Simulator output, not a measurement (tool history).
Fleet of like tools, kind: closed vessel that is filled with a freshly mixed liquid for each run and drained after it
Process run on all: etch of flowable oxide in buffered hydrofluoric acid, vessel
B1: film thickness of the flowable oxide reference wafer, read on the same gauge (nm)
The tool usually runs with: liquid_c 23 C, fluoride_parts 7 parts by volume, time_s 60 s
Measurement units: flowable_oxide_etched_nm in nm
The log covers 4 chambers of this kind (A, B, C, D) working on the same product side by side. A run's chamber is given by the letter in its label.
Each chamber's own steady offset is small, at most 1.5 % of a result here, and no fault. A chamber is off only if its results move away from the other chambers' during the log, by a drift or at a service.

{"run": "1C", "hour": 11.0, "liquid_c": 23, "fluoride_parts": 7, "time_s": 60, "B1": 49.968, "flowable_oxide_etched_nm": 345.14}
{"run": "2A", "hour": 19.0, "liquid_c": 23, "fluoride_parts": 7, "time_s": 60, "B1": 50.002, "flowable_oxide_etched_nm": 343.43}
{"run": "3D", "hour": 26.8, "liquid_c": 23, "fluoride_parts": 7, "time_s": 60, "B1": 49.99, "flowable_oxide_etched_nm": 344.19}
{"run": "4B", "hour": 35.9, "liquid_c": 23, "fluoride_parts": 7, "time_s": 60, "B1": 49.989, "flowable_oxide_etched_nm": 340.91}
{"run": "5D", "hour": 48.9, "liquid_c": 23, "fluoride_parts": 7, "time_s": 60, "B1": 49.991, "flowable_oxide_etched_nm": 341.8}
{"run": "6B", "hour": 59.9, "liquid_c": 23, "fluoride_parts": 7, "time_s": 60, "B1": 50.022, "flowable_oxide_etched_nm": 341.18}
{"run": "7C", "hour": 74.0, "liquid_c": 23, "fluoride_parts": 9, "time_s": 85, "B1": 49.998, "flowable_oxide_etched_nm": 369.46}
{"run": "8A", "hour": 83.0, "liquid_c": 23, "fluoride_parts": 9, "time_s": 85, "B1": 50.009, "flowable_oxide_etched_nm": 369.39}
{"run": "9D", "hour": 96.8, "liquid_c": 23, "fluoride_parts": 9, "time_s": 85, "B1": 50.002, "flowable_oxide_etched_nm": 369.31}
{"run": "10B", "hour": 110.0, "liquid_c": 23, "fluoride_parts": 9, "time_s": 85, "B1": 49.981, "flowable_oxide_etched_nm": 371.66}
{"run": "11C", "hour": 123.8, "liquid_c": 23, "fluoride_parts": 7, "time_s": 60, "B1": 50.021, "flowable_oxide_etched_nm": 342.75}
{"run": "12A", "hour": 132.5, "liquid_c": 23, "fluoride_parts": 7, "time_s": 60, "B1": 50.006, "flowable_oxide_etched_nm": 343.25}
{"run": "13D", "hour": 144.8, "liquid_c": 23, "fluoride_parts": 7, "time_s": 60, "B1": 49.992, "flowable_oxide_etched_nm": 336.97}
{"run": "14A", "hour": 157.4, "liquid_c": 23, "fluoride_parts": 7, "time_s": 60, "B1": 49.993, "flowable_oxide_etched_nm": 345.19}
{"run": "15B", "hour": 164.9, "liquid_c": 23, "fluoride_parts": 7, "time_s": 60, "B1": 50.03, "flowable_oxide_etched_nm": 340.98}
{"run": "16C", "hour": 174.7, "liquid_c": 23, "fluoride_parts": 7, "time_s": 60, "B1": 49.975, "flowable_oxide_etched_nm": 345.49}
{"run": "17A", "hour": 182.1, "liquid_c": 23, "fluoride_parts": 7, "time_s": 60, "B1": 49.996, "flowable_oxide_etched_nm": 346.68}
{"run": "18B", "hour": 196.2, "liquid_c": 23, "fluoride_parts": 7, "time_s": 60, "B1": 49.994, "flowable_oxide_etched_nm": 345.45}
{"run": "19C", "hour": 208.1, "liquid_c": 23, "fluoride_parts": 7, "time_s": 60, "B1": 50.006, "flowable_oxide_etched_nm": 337.11}
{"run": "20D", "hour": 216.1, "liquid_c": 23, "fluoride_parts": 7, "time_s": 60, "B1": 50.014, "flowable_oxide_etched_nm": 322.15}
{"run": "21C", "hour": 223.7, "liquid_c": 23, "fluoride_parts": 7, "time_s": 60, "B1": 49.983, "flowable_oxide_etched_nm": 342.36}
{"run": "22B", "hour": 230.3, "liquid_c": 23, "fluoride_parts": 7, "time_s": 60, "B1": 49.995, "flowable_oxide_etched_nm": 341.91}
{"run": "23A", "hour": 237.6, "liquid_c": 23, "fluoride_parts": 7, "time_s": 60, "B1": 50.01, "flowable_oxide_etched_nm": 348.93}
{"run": "24D", "hour": 251.8, "liquid_c": 26, "fluoride_parts": 7, "time_s": 60, "B1": 50.025, "flowable_oxide_etched_nm": 372.16}
{"run": "25D", "hour": 262.1, "liquid_c": 26, "fluoride_parts": 7, "time_s": 60, "B1": 50.035, "flowable_oxide_etched_nm": 370.92}

Next, all 4 chambers run the settings below, one line each with question marks for the results. What does each chamber give?
{"run": "26A", "hour": 272.3, "liquid_c": 23, "fluoride_parts": 7, "time_s": 60, "flowable_oxide_etched_nm": "?"}
{"run": "26B", "hour": 272.3, "liquid_c": 23, "fluoride_parts": 7, "time_s": 60, "flowable_oxide_etched_nm": "?"}
{"run": "26C", "hour": 272.3, "liquid_c": 23, "fluoride_parts": 7, "time_s": 60, "flowable_oxide_etched_nm": "?"}
{"run": "26D", "hour": 272.3, "liquid_c": 23, "fluoride_parts": 7, "time_s": 60, "flowable_oxide_etched_nm": "?"}

run=26A flowable_oxide_etched_nm=347.27
run=26B flowable_oxide_etched_nm=343.35
run=26C flowable_oxide_etched_nm=344.18
run=26D flowable_oxide_etched_nm=317.91

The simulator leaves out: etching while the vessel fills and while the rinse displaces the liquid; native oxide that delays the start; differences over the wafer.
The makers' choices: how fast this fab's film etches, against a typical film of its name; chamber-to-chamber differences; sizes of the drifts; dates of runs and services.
